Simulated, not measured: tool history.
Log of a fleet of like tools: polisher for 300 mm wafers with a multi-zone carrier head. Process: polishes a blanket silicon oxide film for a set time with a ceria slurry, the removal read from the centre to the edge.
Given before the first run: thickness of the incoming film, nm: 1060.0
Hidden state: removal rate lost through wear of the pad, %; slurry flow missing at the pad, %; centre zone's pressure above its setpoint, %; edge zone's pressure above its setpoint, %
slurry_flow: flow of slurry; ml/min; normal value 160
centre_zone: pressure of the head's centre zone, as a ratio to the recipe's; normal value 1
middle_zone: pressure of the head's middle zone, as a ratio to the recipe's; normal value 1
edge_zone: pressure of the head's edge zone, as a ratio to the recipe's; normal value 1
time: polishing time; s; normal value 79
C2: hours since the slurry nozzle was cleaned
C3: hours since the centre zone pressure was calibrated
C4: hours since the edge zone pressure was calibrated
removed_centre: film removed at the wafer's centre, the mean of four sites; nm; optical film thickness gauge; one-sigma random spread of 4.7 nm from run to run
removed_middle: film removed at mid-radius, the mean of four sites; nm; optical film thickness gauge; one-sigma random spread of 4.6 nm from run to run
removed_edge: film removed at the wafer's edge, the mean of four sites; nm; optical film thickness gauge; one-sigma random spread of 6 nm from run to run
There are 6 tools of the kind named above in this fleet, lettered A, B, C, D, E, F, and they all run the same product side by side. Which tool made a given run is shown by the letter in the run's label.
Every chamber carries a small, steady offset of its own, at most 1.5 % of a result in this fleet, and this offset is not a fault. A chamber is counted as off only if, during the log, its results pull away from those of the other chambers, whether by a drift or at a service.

Run 1A, day 0.246: usual settings; wafers polished on this pad 308; C2 15.3; C3 640.9; C4 613.2. Result: removed_centre 455.8 nm, removed_middle 458.07 nm, removed_edge 465.55 nm.
At day 0.388: chamber F: worn pad replaced by a new one.
Run 2F, day 0.467: usual settings; wafers polished on this pad 11; C2 29.3; C3 763.9; C4 118.7. Result: removed_centre 445.64 nm, removed_middle 458.29 nm, removed_edge 457.68 nm.
Run 3C, day 0.629: usual settings; wafers polished on this pad 1296; C2 34.1; C3 516.3; C4 888.3. Result: removed_centre 454.69 nm, removed_middle 457.31 nm, removed_edge 458.34 nm.
At day 0.779: chamber C: worn pad replaced by a new one.
Run 4E, day 0.838: usual settings; wafers polished on this pad 196; C2 53.2; C3 167; C4 211.7. Result: removed_centre 454.37 nm, removed_middle 453.17 nm, removed_edge 447.87 nm.
Run 5B, day 1.029: usual settings; wafers polished on this pad 153; C2 358.8; C3 109.8; C4 484.4. Result: removed_centre 450.73 nm, removed_middle 454.54 nm, removed_edge 438.77 nm.
Run 6D, day 1.238: usual settings; wafers polished on this pad 644; C2 143.6; C3 1049.1; C4 278.3. Result: removed_centre 457.12 nm, removed_middle 452.27 nm, removed_edge 460.42 nm.
Run 7F, day 1.446: usual settings but middle_zone 0.92, edge_zone 0.9; wafers polished on this pad 149; C2 52.8; C3 787.4; C4 142.2. Result: removed_centre 460.41 nm, removed_middle 421.99 nm, removed_edge 432.38 nm.
Run 8A, day 1.617: usual settings but middle_zone 0.92, edge_zone 0.9; wafers polished on this pad 501; C2 48.2; C3 673.8; C4 646.1. Result: removed_centre 456.28 nm, removed_middle 421.61 nm, removed_edge 439.38 nm.
Run 9B, day 1.775: usual settings but middle_zone 0.92, edge_zone 0.9; wafers polished on this pad 258; C2 376.7; C3 127.7; C4 502.3. Result: removed_centre 458.25 nm, removed_middle 418.85 nm, removed_edge 427.74 nm.
Run 10E, day 2.008: usual settings but middle_zone 0.92, edge_zone 0.9; wafers polished on this pad 361; C2 81.3; C3 195.1; C4 239.8. Result: removed_centre 449.75 nm, removed_middle 421.51 nm, removed_edge 429.37 nm.
Run 11D, day 2.225: usual settings but middle_zone 0.92, edge_zone 0.9; wafers polished on this pad 783; C2 167.3; C3 1072.8; C4 302. Result: removed_centre 448.64 nm, removed_middle 424 nm, removed_edge 438 nm.
At day 2.512: chamber C: centre zone pressure recalibrated.
Run 12C, day 2.529: usual settings but middle_zone 0.92, edge_zone 0.9; wafers polished on this pad 246; C2 79.7; C3 0.5; C4 933.9. Result: removed_centre 453.28 nm, removed_middle 422.36 nm, removed_edge 432.8 nm.
Run 13C, day 2.833: usual settings; wafers polished on this pad 289; C2 87; C3 7.8; C4 941.2. Result: removed_centre 461.45 nm, removed_middle 461.79 nm, removed_edge 448.95 nm.
Run 14D, day 2.992: usual settings; wafers polished on this pad 891; C2 185.7; C3 1091.2; C4 320.4. Result: removed_centre 451.94 nm, removed_middle 456.98 nm, removed_edge 455.07 nm.
Run 15F, day 3.308: usual settings; wafers polished on this pad 411; C2 97.5; C3 832.1; C4 186.9. Result: removed_centre 456.08 nm, removed_middle 458.21 nm, removed_edge 449.03 nm.
Run 16A, day 3.529: usual settings; wafers polished on this pad 770; C2 94.1; C3 719.7; C4 692. Result: removed_centre 452.7 nm, removed_middle 451.06 nm, removed_edge 464.39 nm.
Run 17E, day 3.683: usual settings; wafers polished on this pad 596; C2 121.5; C3 235.3; C4 280. Result: removed_centre 467.65 nm, removed_middle 463.44 nm, removed_edge 455.21 nm.
Run 18B, day 3.896: usual settings but slurry_flow 135 ml/min; wafers polished on this pad 556; C2 427.6; C3 178.6; C4 553.2. Result: removed_centre 435.22 nm, removed_middle 433.96 nm, removed_edge 450.41 nm.
At day 4.088: chamber E: worn pad replaced by a new one.
At day 4.092: chamber B: edge zone pressure recalibrated.
Run 19E, day 4.242: usual settings but slurry_flow 135 ml/min; wafers polished on this pad 21; C2 134.9; C3 248.7; C4 293.4. Result: removed_centre 438.29 nm, removed_middle 437.66 nm, removed_edge 443.62 nm.
Run 20F, day 4.408: usual settings but slurry_flow 135 ml/min; wafers polished on this pad 566; C2 123.9; C3 858.5; C4 213.3. Result: removed_centre 442.43 nm, removed_middle 445.89 nm, removed_edge 448.98 nm.
Run 21B, day 4.629: usual settings but slurry_flow 135 ml/min; wafers polished on this pad 659; C2 445.2; C3 196.2; C4 13. Result: removed_centre 429.61 nm, removed_middle 441.03 nm, removed_edge 426.68 nm.
Run 22A, day 4.967: usual settings but slurry_flow 135 ml/min; wafers polished on this pad 972; C2 128.6; C3 754.2; C4 726.5. Result: removed_centre 428.22 nm, removed_middle 428.56 nm, removed_edge 450.23 nm.
At day 5.121: chamber D: centre zone pressure recalibrated.
Run 23D, day 5.121: usual settings but slurry_flow 135 ml/min; wafers polished on this pad 1190; C2 236.8; C3 0; C4 371.5. Result: removed_centre 442.23 nm, removed_middle 443.04 nm, removed_edge 447.34 nm.
Run 24C, day 5.433: usual settings but slurry_flow 140 ml/min, time 70 s; wafers polished on this pad 655; C2 149.4; C3 70.2; C4 1003.6. Result: removed_centre 391.44 nm, removed_middle 393.1 nm, removed_edge 396.52 nm.
Run 25F, day 5.654: usual settings but slurry_flow 140 ml/min, time 70 s; wafers polished on this pad 741; C2 153.8; C3 888.4; C4 243.2. Result: removed_centre 387.64 nm, removed_middle 395.69 nm, removed_edge 386.09 nm.
Run 26E, day 5.838: usual settings but slurry_flow 140 ml/min, time 70 s; wafers polished on this pad 246; C2 173.2; C3 287; C4 331.7. Result: removed_centre 393.33 nm, removed_middle 397.38 nm, removed_edge 397.32 nm.
At day 5.896: chamber D: worn pad replaced by a new one.
Run 27A, day 6.108: usual settings but slurry_flow 140 ml/min, time 70 s; wafers polished on this pad 1133; C2 156; C3 781.6; C4 753.9. Result: removed_centre 370.73 nm, removed_middle 373.39 nm, removed_edge 380.99 nm.
At day 6.146: chamber F: worn pad replaced by a new one.
Run 28C, day 6.371: usual settings but slurry_flow 140 ml/min, time 70 s; wafers polished on this pad 786; C2 171.9; C3 92.7; C4 1026.1. Result: removed_centre 403.87 nm, removed_middle 394.23 nm, removed_edge 396.39 nm.
Run 29B, day 6.642: usual settings but slurry_flow 140 ml/min, time 70 s; wafers polished on this pad 943; C2 493.5; C3 244.5; C4 61.3. Result: removed_centre 385.66 nm, removed_middle 391.17 nm, removed_edge 383.02 nm.
Run 30D, day 6.825: usual settings; wafers polished on this pad 131; C2 277.7; C3 40.9; C4 412.4. Result: removed_centre 457.06 nm, removed_middle 460.76 nm, removed_edge 453.73 nm.
Run 31E, day 7: usual settings; wafers polished on this pad 410; C2 201.1; C3 314.9; C4 359.6. Result: removed_centre 446.82 nm, removed_middle 457.22 nm, removed_edge 448.01 nm.
Run 32B, day 7.246: usual settings; wafers polished on this pad 1028; C2 508; C3 259; C4 75.8. Result: removed_centre 451.22 nm, removed_middle 453.28 nm, removed_edge 448.95 nm.
At day 7.467: chamber B: worn pad replaced by a new one.
Run 33A, day 7.55: usual settings; wafers polished on this pad 1336; C2 190.6; C3 816.2; C4 788.5. Result: removed_centre 425.27 nm, removed_middle 431.74 nm, removed_edge 431.94 nm.
Run 34F, day 7.85: usual settings; wafers polished on this pad 240; C2 206.5; C3 941.1; C4 295.9. Result: removed_centre 461.14 nm, removed_middle 447.05 nm, removed_edge 458.24 nm.
At day 8.075: chamber E: worn pad replaced by a new one.
Run 35D, day 8.179: usual settings; wafers polished on this pad 321; C2 310.2; C3 73.4; C4 444.9. Result: removed_centre 457.42 nm, removed_middle 457.66 nm, removed_edge 461.92 nm.
Run 36C, day 8.354: usual settings; wafers polished on this pad 1066; C2 219.5; C3 140.3; C4 1073.7. Result: removed_centre 461.26 nm, removed_middle 455.42 nm, removed_edge 454.76 nm.
Run 37A, day 8.617: usual settings; wafers polished on this pad 1486; C2 216.2; C3 841.8; C4 814.1. Result: removed_centre 422.71 nm, removed_middle 429.65 nm, removed_edge 428.91 nm.
Run 38E, day 8.838: usual settings but centre_zone 1.08; wafers polished on this pad 107; C2 245.2; C3 359; C4 403.7. Result: removed_centre 495.02 nm, removed_middle 458.5 nm, removed_edge 456.18 nm.
Run 39C, day 9.017: usual settings but centre_zone 1.08; wafers polished on this pad 1159; C2 235.4; C3 156.2; C4 1089.6. Result: removed_centre 500.22 nm, removed_middle 459.81 nm, removed_edge 459.26 nm.
Run 40B, day 9.283: usual settings but centre_zone 1.08; wafers polished on this pad 256; C2 556.9; C3 307.9; C4 124.7. Result: removed_centre 497.99 nm, removed_middle 454.66 nm, removed_edge 453.62 nm.
Run 41F, day 9.517: usual settings but centre_zone 1.08; wafers polished on this pad 474; C2 246.5; C3 981.1; C4 335.9. Result: removed_centre 494.56 nm, removed_middle 447.49 nm, removed_edge 446.76 nm.
Run 42D, day 9.683: usual settings but centre_zone 1.08; wafers polished on this pad 533; C2 346.3; C3 109.5; C4 481. Result: removed_centre 494.11 nm, removed_middle 460.2 nm, removed_edge 455.3 nm.
Run 43A, day 9.921: usual settings but centre_zone 1.08; wafers polished on this pad 1670; C2 247.5; C3 873.1; C4 845.4. Result: removed_centre 457.51 nm, removed_middle 414.42 nm, removed_edge 438.14 nm.
Run 44B, day 10.217: usual settings; wafers polished on this pad 387; C2 579.3; C3 330.3; C4 147.1. Result: removed_centre 453.89 nm, removed_middle 458.34 nm, removed_edge 453.77 nm.

All 6 chambers run these settings next. Forecast each chamber's results:
Run 45A, day 10.467: usual settings. Result: removed_centre ?, removed_middle ?, removed_edge ?.
Run 45B, day 10.467: usual settings. Result: removed_centre ?, removed_middle ?, removed_edge ?.
Run 45C, day 10.467: usual settings. Result: removed_centre ?, removed_middle ?, removed_edge ?.
Run 45D, day 10.467: usual settings. Result: removed_centre ?, removed_middle ?, removed_edge ?.
Run 45E, day 10.467: usual settings. Result: removed_centre ?, removed_middle ?, removed_edge ?.
Run 45F, day 10.467: usual settings. Result: removed_centre ?, removed_middle ?, removed_edge ?.

run  removed_centre  removed_middle  removed_edge
45A          417.84          408.92         426.3
45B          444.75          443.64        459.03
45C          461.28          456.98        458.04
45D           454.3          460.11        450.27
45E          459.87          451.64        463.39
45F          460.96          446.02        461.02
